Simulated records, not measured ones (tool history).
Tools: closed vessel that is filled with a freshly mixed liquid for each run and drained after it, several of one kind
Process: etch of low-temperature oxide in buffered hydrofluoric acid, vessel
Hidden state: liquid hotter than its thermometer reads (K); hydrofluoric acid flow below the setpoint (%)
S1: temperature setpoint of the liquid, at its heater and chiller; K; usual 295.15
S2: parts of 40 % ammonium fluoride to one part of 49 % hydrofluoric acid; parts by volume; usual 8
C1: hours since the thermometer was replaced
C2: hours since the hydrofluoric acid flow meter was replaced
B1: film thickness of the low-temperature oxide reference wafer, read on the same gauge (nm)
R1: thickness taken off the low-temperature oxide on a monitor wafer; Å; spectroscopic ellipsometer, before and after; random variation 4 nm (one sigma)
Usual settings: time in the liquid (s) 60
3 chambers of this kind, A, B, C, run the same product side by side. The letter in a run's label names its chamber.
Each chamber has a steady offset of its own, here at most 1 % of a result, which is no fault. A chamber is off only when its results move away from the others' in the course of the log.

{"run": "1C", "hour": 15.0, "S1": 295.15, "S2": 8, "time in the liquid (s)": 60, "C1": 183, "C2": 53.6, "B1": 90.039, "R1": 4335.4}
{"run": "2A", "hour": 30.2, "S1": 295.15, "S2": 8, "time in the liquid (s)": 60, "C1": 620.9, "C2": 763.6, "B1": 89.987, "R1": 4273.8}
{"run": "3B", "hour": 37.6, "S1": 295.15, "S2": 8, "time in the liquid (s)": 60, "C1": 1157.3, "C2": 1062.8, "B1": 90.014, "R1": 4393}
{"run": "4C", "hour": 51.8, "S1": 295.15, "S2": 8, "time in the liquid (s)": 60, "C1": 219.8, "C2": 90.4, "B1": 90.037, "R1": 4318.8}
{"run": "5B", "hour": 63.8, "S1": 295.15, "S2": 8, "time in the liquid (s)": 60, "C1": 1183.5, "C2": 1089, "B1": 90.015, "R1": 4373.7}
{"run": "6A", "hour": 71.2, "S1": 295.15, "S2": 8, "time in the liquid (s)": 60, "C1": 661.9, "C2": 804.6, "B1": 90.02, "R1": 4334.6}
{"run": "7C", "hour": 84.4, "S1": 295.15, "S2": 8, "time in the liquid (s)": 60, "C1": 252.4, "C2": 123, "B1": 89.992, "R1": 4299.8}
{"hour": 94.0, "done": "chamber A: hydrofluoric acid flow meter replaced"}
{"hour": 94.1, "done": "chamber B: thermometer replaced"}
{"run": "8A", "hour": 95.2, "S1": 295.15, "S2": 8, "time in the liquid (s)": 60, "C1": 685.9, "C2": 1.3, "B1": 89.989, "R1": 4331.6}
{"run": "9B", "hour": 102.7, "S1": 299.15, "S2": 8, "time in the liquid (s)": 85, "C1": 8.6, "C2": 1127.9, "B1": 89.985, "R1": 7606.3}
{"run": "10C", "hour": 111.9, "S1": 299.15, "S2": 8, "time in the liquid (s)": 85, "C1": 279.9, "C2": 150.5, "B1": 89.985, "R1": 7642.1}
{"run": "11A", "hour": 123.6, "S1": 299.15, "S2": 8, "time in the liquid (s)": 85, "C1": 714.3, "C2": 29.7, "B1": 89.954, "R1": 7611.7}
{"run": "12B", "hour": 135.1, "S1": 295.15, "S2": 8, "time in the liquid (s)": 60, "C1": 41, "C2": 1160.3, "B1": 89.99, "R1": 4313.3}
{"run": "13C", "hour": 148.4, "S1": 295.15, "S2": 8, "time in the liquid (s)": 60, "C1": 316.4, "C2": 187, "B1": 90.028, "R1": 4274.1}
{"run": "14B", "hour": 155.7, "S1": 299.15, "S2": 8, "time in the liquid (s)": 60, "C1": 61.6, "C2": 1180.9, "B1": 89.992, "R1": 5320.2}
{"run": "15A", "hour": 162.9, "S1": 299.15, "S2": 8, "time in the liquid (s)": 60, "C1": 753.6, "C2": 69, "B1": 90.015, "R1": 5514.2}
{"run": "16C", "hour": 172.3, "S1": 299.15, "S2": 8, "time in the liquid (s)": 60, "C1": 340.3, "C2": 210.9, "B1": 89.977, "R1": 5374.9}
{"run": "17B", "hour": 182.6, "S1": 295.15, "S2": 8, "time in the liquid (s)": 60, "C1": 88.5, "C2": 1207.8, "B1": 89.986, "R1": 4374.1}
{"run": "18A", "hour": 193.3, "S1": 295.15, "S2": 8, "time in the liquid (s)": 60, "C1": 784, "C2": 99.4, "B1": 90.004, "R1": 4458.4}
{"hour": 197.4, "done": "chamber B: hydrofluoric acid flow meter replaced"}
{"run": "19B", "hour": 202.4, "S1": 295.15, "S2": 8, "time in the liquid (s)": 60, "C1": 108.3, "C2": 5, "B1": 90.012, "R1": 4398.4}
{"run": "20A", "hour": 210.1, "S1": 295.15, "S2": 8, "time in the liquid (s)": 60, "C1": 800.8, "C2": 116.2, "B1": 89.951, "R1": 4389.6}
{"run": "21C", "hour": 221.5, "S1": 295.15, "S2": 8, "time in the liquid (s)": 60, "C1": 389.5, "C2": 260.1, "B1": 90.016, "R1": 4258.7}
{"run": "22B", "hour": 235.6, "S1": 295.15, "S2": 8, "time in the liquid (s)": 60, "C1": 141.5, "C2": 38.2, "B1": 89.993, "R1": 4304.6}
{"run": "23A", "hour": 245.1, "S1": 295.15, "S2": 8, "time in the liquid (s)": 60, "C1": 835.8, "C2": 151.2, "B1": 90.011, "R1": 4447}
{"run": "24C", "hour": 254.4, "S1": 295.15, "S2": 8, "time in the liquid (s)": 60, "C1": 422.4, "C2": 293, "B1": 89.989, "R1": 4354.8}
{"run": "25A", "hour": 270.5, "S1": 298.65, "S2": 8, "time in the liquid (s)": 60, "C1": 861.2, "C2": 176.6, "B1": 90.031, "R1": 5517.1}
{"run": "26C", "hour": 280.3, "S1": 298.65, "S2": 8, "time in the liquid (s)": 60, "C1": 448.3, "C2": 318.9, "B1": 89.987, "R1": 5166.8}
{"run": "27B", "hour": 287.6, "S1": 298.65, "S2": 8, "time in the liquid (s)": 60, "C1": 193.5, "C2": 90.2, "B1": 90.014, "R1": 5252.7}
{"run": "28C", "hour": 302.1, "S1": 295.15, "S2": 8, "time in the liquid (s)": 60, "C1": 470.1, "C2": 340.7, "B1": 90.014, "R1": 4305.8}
{"run": "29B", "hour": 312.1, "S1": 295.15, "S2": 8, "time in the liquid (s)": 60, "C1": 218, "C2": 114.7, "B1": 90.036, "R1": 4260.4}
{"run": "30A", "hour": 324.8, "S1": 295.15, "S2": 8, "time in the liquid (s)": 60, "C1": 915.5, "C2": 230.9, "B1": 89.98, "R1": 4572.6}
{"run": "31B", "hour": 332.7, "S1": 295.15, "S2": 8, "time in the liquid (s)": 60, "C1": 238.6, "C2": 135.3, "B1": 89.998, "R1": 4336.4}
{"run": "32A", "hour": 341.4, "S1": 295.15, "S2": 10, "time in the liquid (s)": 35, "C1": 932.1, "C2": 247.5, "B1": 90.068, "R1": 2220.4}
{"run": "33C", "hour": 348.8, "S1": 295.15, "S2": 10, "time in the liquid (s)": 35, "C1": 516.8, "C2": 387.4, "B1": 90.01, "R1": 2049.8}
{"run": "34C", "hour": 363.2, "S1": 295.15, "S2": 10, "time in the liquid (s)": 35, "C1": 531.2, "C2": 401.8, "B1": 90.014, "R1": 2057.6}
{"run": "35A", "hour": 370.6, "S1": 295.15, "S2": 8, "time in the liquid (s)": 60, "C1": 961.3, "C2": 276.7, "B1": 90.007, "R1": 4663.2}
{"run": "36B", "hour": 382.6, "S1": 295.15, "S2": 8, "time in the liquid (s)": 60, "C1": 288.5, "C2": 185.2, "B1": 89.978, "R1": 4353.8}
{"run": "37B", "hour": 393.0, "S1": 295.15, "S2": 8, "time in the liquid (s)": 60, "C1": 298.9, "C2": 195.6, "B1": 90.037, "R1": 4325}
{"run": "38A", "hour": 407.2, "S1": 295.15, "S2": 8, "time in the liquid (s)": 60, "C1": 997.9, "C2": 313.3, "B1": 90.012, "R1": 4707.9}

Is one chamber off against the others, does the gauge drift, or is nothing wrong? If a chamber is off, say which, and what the likeliest cause is.

Chamber A drifts away from the others.
Cause: liquid hotter than its thermometer reads (K) = 1.7.

Here are 4 candidates for chamber A's next run, each the usual settings with a change, their results left as question marks. Which one brings its results back in line with what the others give on the usual settings?
In line means no further than this from the other chambers' mean on the usual settings: R1 140 Å
{"run": "39A-1", "hour": 418.8, "S1": 295.65, "S2": 7.5, "time in the liquid (s)": 60, "R1": "?"}
{"run": "39A-2", "hour": 418.8, "S1": 295.15, "S2": 9.5, "time in the liquid (s)": 60, "R1": "?"}
{"run": "39A-3", "hour": 418.8, "S1": 295.15, "S2": 8, "time in the liquid (s)": 55, "R1": "?"}
{"run": "39A-4", "hour": 418.8, "S1": 295.15, "S2": 7.5, "time in the liquid (s)": 65, "R1": "?"}

The other chambers' mean on the usual settings: R1 4322.4 Å
run=39A-1 R1=5196.5
run=39A-2 R1=4012.3
run=39A-3 R1=4321.8
run=39A-4 R1=5475.3
39A-3 brings the chamber back in line.
